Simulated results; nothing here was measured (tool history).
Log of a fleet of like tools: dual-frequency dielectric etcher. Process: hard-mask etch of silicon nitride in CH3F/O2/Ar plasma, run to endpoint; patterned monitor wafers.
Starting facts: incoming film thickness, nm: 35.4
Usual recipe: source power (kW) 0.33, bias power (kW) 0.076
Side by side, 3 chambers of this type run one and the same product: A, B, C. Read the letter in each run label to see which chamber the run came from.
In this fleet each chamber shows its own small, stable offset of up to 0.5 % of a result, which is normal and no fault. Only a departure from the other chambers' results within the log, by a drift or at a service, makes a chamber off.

{"run": "1A", "day": 0.333, "source power (kW)": 0.33, "bias power (kW)": 0.076, "endpoint time (s)": 53.669}
{"run": "2B", "day": 0.929, "source power (kW)": 0.33, "bias power (kW)": 0.076, "endpoint time (s)": 53.739}
{"run": "3C", "day": 1.4, "source power (kW)": 0.33, "bias power (kW)": 0.076, "endpoint time (s)": 53.948}
{"run": "4A", "day": 1.829, "source power (kW)": 0.33, "bias power (kW)": 0.076, "endpoint time (s)": 54.062}
{"run": "5C", "day": 2.383, "source power (kW)": 0.33, "bias power (kW)": 0.076, "endpoint time (s)": 53.603}
{"run": "6B", "day": 2.712, "source power (kW)": 0.33, "bias power (kW)": 0.076, "endpoint time (s)": 53.065}
{"run": "7B", "day": 3.338, "source power (kW)": 0.33, "bias power (kW)": 0.076, "endpoint time (s)": 53.831}
{"run": "8A", "day": 3.825, "source power (kW)": 0.33, "bias power (kW)": 0.076, "endpoint time (s)": 53.836}
{"run": "9C", "day": 4.417, "source power (kW)": 0.33, "bias power (kW)": 0.076, "endpoint time (s)": 53.813}
{"run": "10A", "day": 4.908, "source power (kW)": 0.33, "bias power (kW)": 0.076, "endpoint time (s)": 53.895}
{"run": "11C", "day": 5.217, "source power (kW)": 0.33, "bias power (kW)": 0.076, "endpoint time (s)": 54.375}
{"run": "12B", "day": 5.729, "source power (kW)": 0.33, "bias power (kW)": 0.076, "endpoint time (s)": 53.878}
{"run": "13C", "day": 6.279, "source power (kW)": 0.33, "bias power (kW)": 0.076, "endpoint time (s)": 54.268}
{"day": 6.721, "done": "chamber C: bias power generator calibrated"}
{"day": 6.846, "done": "chamber A: wet clean of the chamber"}
{"run": "14A", "day": 6.883, "source power (kW)": 0.33, "bias power (kW)": 0.076, "endpoint time (s)": 53.748}
{"run": "15B", "day": 7.238, "source power (kW)": 0.33, "bias power (kW)": 0.076, "endpoint time (s)": 53.374}
{"run": "16A", "day": 7.796, "source power (kW)": 0.33, "bias power (kW)": 0.087, "endpoint time (s)": 51.69}
{"run": "17C", "day": 8.396, "source power (kW)": 0.33, "bias power (kW)": 0.087, "endpoint time (s)": 51.924}
{"run": "18B", "day": 9.0, "source power (kW)": 0.33, "bias power (kW)": 0.087, "endpoint time (s)": 50.996}
{"run": "19A", "day": 9.35, "source power (kW)": 0.33, "bias power (kW)": 0.076, "endpoint time (s)": 54.132}
{"run": "20C", "day": 9.908, "source power (kW)": 0.33, "bias power (kW)": 0.076, "endpoint time (s)": 55.447}
{"run": "21B", "day": 10.312, "source power (kW)": 0.33, "bias power (kW)": 0.076, "endpoint time (s)": 53.389}
{"run": "22A", "day": 10.629, "source power (kW)": 0.33, "bias power (kW)": 0.076, "endpoint time (s)": 54.432}
{"run": "23B", "day": 11.071, "source power (kW)": 0.33, "bias power (kW)": 0.076, "endpoint time (s)": 53.405}
{"run": "24C", "day": 11.55, "source power (kW)": 0.33, "bias power (kW)": 0.076, "endpoint time (s)": 55.294}
{"run": "25A", "day": 12.179, "source power (kW)": 0.33, "bias power (kW)": 0.076, "endpoint time (s)": 53.825}
{"run": "26C", "day": 12.742, "source power (kW)": 0.33, "bias power (kW)": 0.076, "endpoint time (s)": 55.473}
{"run": "27B", "day": 13.358, "source power (kW)": 0.33, "bias power (kW)": 0.076, "endpoint time (s)": 53.509}
{"run": "28B", "day": 13.854, "source power (kW)": 0.33, "bias power (kW)": 0.076, "endpoint time (s)": 53.451}
{"run": "29C", "day": 14.188, "source power (kW)": 0.33, "bias power (kW)": 0.076, "endpoint time (s)": 56.45}
{"day": 14.458, "done": "chamber B: wet clean of the chamber"}
{"run": "30A", "day": 14.792, "source power (kW)": 0.33, "bias power (kW)": 0.076, "endpoint time (s)": 54.605}
{"run": "31A", "day": 15.108, "source power (kW)": 0.38, "bias power (kW)": 0.091, "endpoint time (s)": 48.538}
{"run": "32C", "day": 15.396, "source power (kW)": 0.38, "bias power (kW)": 0.091, "endpoint time (s)": 50.614}
{"run": "33B", "day": 15.908, "source power (kW)": 0.38, "bias power (kW)": 0.091, "endpoint time (s)": 47.955}

Has any chamber moved away from the others, gradually or after a service, or does the common gauge drift, or do the chambers differ only by their own small steady offsets? State the chamber and the most likely cause if one applies.

Chamber C drifts away from the others.
Cause: etch rate under this chamber's usual, % = 4.94.

Below are 4 candidate recipes for chamber C's next run, each the usual settings with a change, their results shown as question marks. Which of them brings C's results back in line with what the other chambers give on the usual settings?
Maximum distance from the other chambers' mean on the usual settings for a result to count as in line: endpoint time (s) 1.2
{"run": "34C-1", "day": 16.362, "source power (kW)": 0.35, "bias power (kW)": 0.081, "endpoint time (s)": "?"}
{"run": "34C-2", "day": 16.362, "source power (kW)": 0.33, "bias power (kW)": 0.095, "endpoint time (s)": "?"}
{"run": "34C-3", "day": 16.362, "source power (kW)": 0.31, "bias power (kW)": 0.071, "endpoint time (s)": "?"}
{"run": "34C-4", "day": 16.362, "source power (kW)": 0.29, "bias power (kW)": 0.067, "endpoint time (s)": "?"}

Other chambers, usual settings, mean: endpoint time (s) 53.993
run=34C-1 endpoint_time_(s)=54.238
run=34C-2 endpoint_time_(s)=52.314
run=34C-3 endpoint_time_(s)=59.531
run=34C-4 endpoint_time_(s)=62.328
The right change is 34C-1: it brings the chamber back within the allowed miss of the others.

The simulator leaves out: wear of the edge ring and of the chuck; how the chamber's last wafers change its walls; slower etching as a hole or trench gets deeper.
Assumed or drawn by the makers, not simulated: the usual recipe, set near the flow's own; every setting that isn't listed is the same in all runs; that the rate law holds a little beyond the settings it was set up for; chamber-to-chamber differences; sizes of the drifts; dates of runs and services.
